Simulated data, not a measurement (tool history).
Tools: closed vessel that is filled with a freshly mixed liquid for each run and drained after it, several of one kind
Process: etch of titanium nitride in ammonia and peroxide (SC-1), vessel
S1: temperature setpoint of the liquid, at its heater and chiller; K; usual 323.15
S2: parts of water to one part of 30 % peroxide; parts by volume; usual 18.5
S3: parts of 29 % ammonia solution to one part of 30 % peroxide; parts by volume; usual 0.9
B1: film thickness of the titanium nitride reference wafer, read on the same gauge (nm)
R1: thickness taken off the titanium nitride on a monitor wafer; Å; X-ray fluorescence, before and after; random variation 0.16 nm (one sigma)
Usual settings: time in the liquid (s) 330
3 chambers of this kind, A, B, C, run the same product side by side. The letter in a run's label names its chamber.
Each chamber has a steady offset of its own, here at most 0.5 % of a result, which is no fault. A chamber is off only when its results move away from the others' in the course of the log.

run 1A day=0.325 | S1=323.15 S2=18.5 S3=0.9 time_in_the_liquid_(s)=330 | B1=30.004 | R1=189.95
run 2B day=0.546 | S1=323.15 S2=18.5 S3=0.9 time_in_the_liquid_(s)=330 | B1=29.996 | R1=187.72
run 3C day=0.758 | S1=323.15 S2=18.5 S3=0.9 time_in_the_liquid_(s)=330 | B1=29.965 | R1=188.93
run 4B day=1.133 | S1=323.15 S2=18.5 S3=0.9 time_in_the_liquid_(s)=330 | B1=30.006 | R1=187.98
run 5C day=1.438 | S1=328.65 S2=12.5 S3=0.9 time_in_the_liquid_(s)=330 | B1=29.944 | R1=340.33
run 6A day=1.779 | S1=328.65 S2=12.5 S3=0.9 time_in_the_liquid_(s)=330 | B1=30.03 | R1=337.81
run 7A day=2.088 | S1=328.65 S2=12.5 S3=0.9 time_in_the_liquid_(s)=330 | B1=29.978 | R1=337.01
run 8B day=2.4 | S1=323.15 S2=18.5 S3=0.9 time_in_the_liquid_(s)=330 | B1=29.99 | R1=188.64
run 9C day=2.775 | S1=323.15 S2=18.5 S3=0.9 time_in_the_liquid_(s)=330 | B1=30.009 | R1=187.85
run 10B day=3.05 | S1=323.15 S2=18.5 S3=0.9 time_in_the_liquid_(s)=330 | B1=30.014 | R1=189.58
run 11C day=3.325 | S1=323.15 S2=18.5 S3=0.9 time_in_the_liquid_(s)=330 | B1=30.006 | R1=189.72
run 12A day=3.675 | S1=323.15 S2=18.5 S3=0.9 time_in_the_liquid_(s)=330 | B1=30.013 | R1=190.51
run 13C day=3.879 | S1=323.15 S2=18.5 S3=0.9 time_in_the_liquid_(s)=390 | B1=30.016 | R1=225.58
run 14A day=4.15 | S1=323.15 S2=18.5 S3=0.9 time_in_the_liquid_(s)=390 | B1=29.994 | R1=224.46
run 15B day=4.471 | S1=323.15 S2=18.5 S3=0.9 time_in_the_liquid_(s)=390 | B1=29.958 | R1=221.32
run 16C day=4.846 | S1=323.15 S2=18.5 S3=0.9 time_in_the_liquid_(s)=330 | B1=29.984 | R1=187.81
run 17A day=5.108 | S1=323.15 S2=18.5 S3=0.9 time_in_the_liquid_(s)=330 | B1=29.993 | R1=191.54
run 18B day=5.408 | S1=323.15 S2=18.5 S3=0.9 time_in_the_liquid_(s)=330 | B1=30.026 | R1=189.4
run 19C day=5.796 | S1=323.15 S2=18.5 S3=0.9 time_in_the_liquid_(s)=330 | B1=30.003 | R1=190.27
run 20A day=6.133 | S1=323.15 S2=18.5 S3=0.75 time_in_the_liquid_(s)=330 | B1=30.011 | R1=182.32

Next, every chamber runs the same settings. What will each give?
run 21A day=6.421 | S1=323.15 S2=18.5 S3=0.9 time_in_the_liquid_(s)=330 | R1=?
run 21B day=6.421 | S1=323.15 S2=18.5 S3=0.9 time_in_the_liquid_(s)=330 | R1=?
run 21C day=6.421 | S1=323.15 S2=18.5 S3=0.9 time_in_the_liquid_(s)=330 | R1=?

run=21A R1=190.74
run=21B R1=191.75
run=21C R1=188.98

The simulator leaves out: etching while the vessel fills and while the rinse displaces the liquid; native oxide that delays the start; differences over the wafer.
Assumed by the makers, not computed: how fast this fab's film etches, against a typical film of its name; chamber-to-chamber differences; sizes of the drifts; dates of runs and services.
